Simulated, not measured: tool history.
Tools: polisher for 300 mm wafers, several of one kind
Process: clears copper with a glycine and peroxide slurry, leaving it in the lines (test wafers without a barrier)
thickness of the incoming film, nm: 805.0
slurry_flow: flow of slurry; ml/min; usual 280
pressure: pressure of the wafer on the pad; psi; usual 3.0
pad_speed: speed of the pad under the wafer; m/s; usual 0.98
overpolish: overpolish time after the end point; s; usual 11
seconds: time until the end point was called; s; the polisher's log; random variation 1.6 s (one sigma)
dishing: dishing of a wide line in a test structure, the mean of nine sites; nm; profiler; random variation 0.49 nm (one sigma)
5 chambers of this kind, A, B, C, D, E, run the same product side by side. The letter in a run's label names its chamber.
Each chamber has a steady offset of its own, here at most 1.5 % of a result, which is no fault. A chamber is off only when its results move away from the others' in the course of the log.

run	hour	slurry_flow	pressure	pad_speed	overpolish	wafers polished on this pad	hours since the slurry nozzle was cleaned	hours since the head pressure was calibrated	seconds	dishing
1E	7.4	280	3.0	0.98	11	838	28.0	419.2	174.51	34.936
2C	18.1	280	3.0	0.98	11	213	98.2	670.8	171.85	36.138
3D	25.7	280	3.0	0.98	11	692	548.3	600.3	177.57	36.024
4A	34.6	280	3.0	0.98	11	765	121.7	341.1	173.64	36.105
5B	41.7	280	2.5	0.98	14	761	114.8	884.8	199.91	39.409
# hour 42.5: chamber E: worn pad replaced by a new one
6D	50.2	280	2.5	0.98	14	818	572.8	624.8	199.77	38.673
7B	58.6	280	2.5	0.98	14	847	131.7	901.7	197.51	39.836
8E	64.1	280	2.5	0.98	14	111	84.7	475.9	200.91	38.232
# hour 71.4: chamber B: worn pad replaced by a new one
9C	71.9	280	2.5	0.98	14	490	152.0	724.6	202.30	39.836
10A	81.3	310	3.4	0.98	11	1005	168.4	387.8	153.31	40.076
11B	90.4	310	3.4	0.98	11	97	163.5	933.5	152.93	40.180
12C	96.9	310	3.4	0.98	11	618	177.0	749.6	155.90	40.435
13A	108.1	310	3.4	0.98	11	1143	195.2	414.6	154.92	40.295
# hour 114.8: chamber D: head pressure recalibrated
14D	119.9	310	3.4	0.98	11	1176	642.5	5.2	155.30	38.539
15E	126.6	280	3.0	0.98	11	432	147.2	538.4	172.28	36.939
16E	132.7	280	3.0	0.98	11	463	153.3	544.5	169.94	36.575
# hour 138.4: chamber A: worn pad replaced by a new one
17D	138.7	280	2.2	0.98	11	1273	661.3	24.0	225.16	28.454
# hour 143.6: chamber A: head pressure recalibrated
18A	145.3	280	2.2	0.98	11	35	232.4	1.7	223.50	28.509
19C	150.9	280	2.2	0.98	11	895	231.0	803.6	222.61	29.174
20B	162.7	280	2.2	0.98	11	469	235.8	1005.8	219.95	28.764
21B	170.1	280	2.2	0.98	11	507	243.2	1013.2	220.09	28.979
# hour 175.6: chamber D: worn pad replaced by a new one
22D	177.7	280	3.0	0.98	11	10	700.3	63.0	174.18	36.105
23E	183.0	280	3.0	0.98	11	722	203.6	594.8	173.64	35.759
# hour 188.0: chamber E: head pressure recalibrated
24C	194.7	335	3.0	0.98	11	1121	274.8	847.4	167.95	36.393
25A	206.6	335	3.0	0.98	11	350	293.7	63.0	168.69	36.695
26B	213.7	335	3.0	0.98	11	731	286.8	1056.8	167.25	36.557
# hour 221.0: chamber E: slurry nozzle cleaned
27C	224.4	335	3.0	0.98	11	1273	304.5	877.1	169.14	36.446
# hour 231.2: chamber B: worn pad replaced by a new one
28A	235.1	335	3.0	0.98	11	497	322.2	91.5	170.12	36.352
# hour 240.2: chamber E: worn pad replaced by a new one
29D	240.9	280	3.0	1.26	11	335	763.5	126.2	141.25	41.867
# hour 246.5: chamber C: worn pad replaced by a new one
30E	252.6	280	3.0	1.26	11	64	31.6	64.7	141.58	43.302
31D	260.8	280	3.0	1.26	11	437	783.4	146.1	139.78	41.783
# hour 266.6: chamber A: slurry nozzle cleaned
32E	270.4	280	3.0	1.26	11	155	49.4	82.5	140.58	42.519
33B	282.3	280	3.0	1.26	11	262	355.4	1125.4	140.14	43.892
34A	288.8	280	3.0	0.98	11	773	22.3	145.2	171.43	36.314
35C	295.3	280	3.0	0.98	11	251	375.4	948.0	172.56	36.489
36D	302.7	280	3.0	0.98	11	653	825.3	188.0	176.54	35.699

What goes on in this fleet: one chamber off, a drifting gauge, or nothing beyond the chambers' own small offsets? Name the chamber and the cause, if any.

No chamber stands off beyond its own small offset, and the gauge holds steady.

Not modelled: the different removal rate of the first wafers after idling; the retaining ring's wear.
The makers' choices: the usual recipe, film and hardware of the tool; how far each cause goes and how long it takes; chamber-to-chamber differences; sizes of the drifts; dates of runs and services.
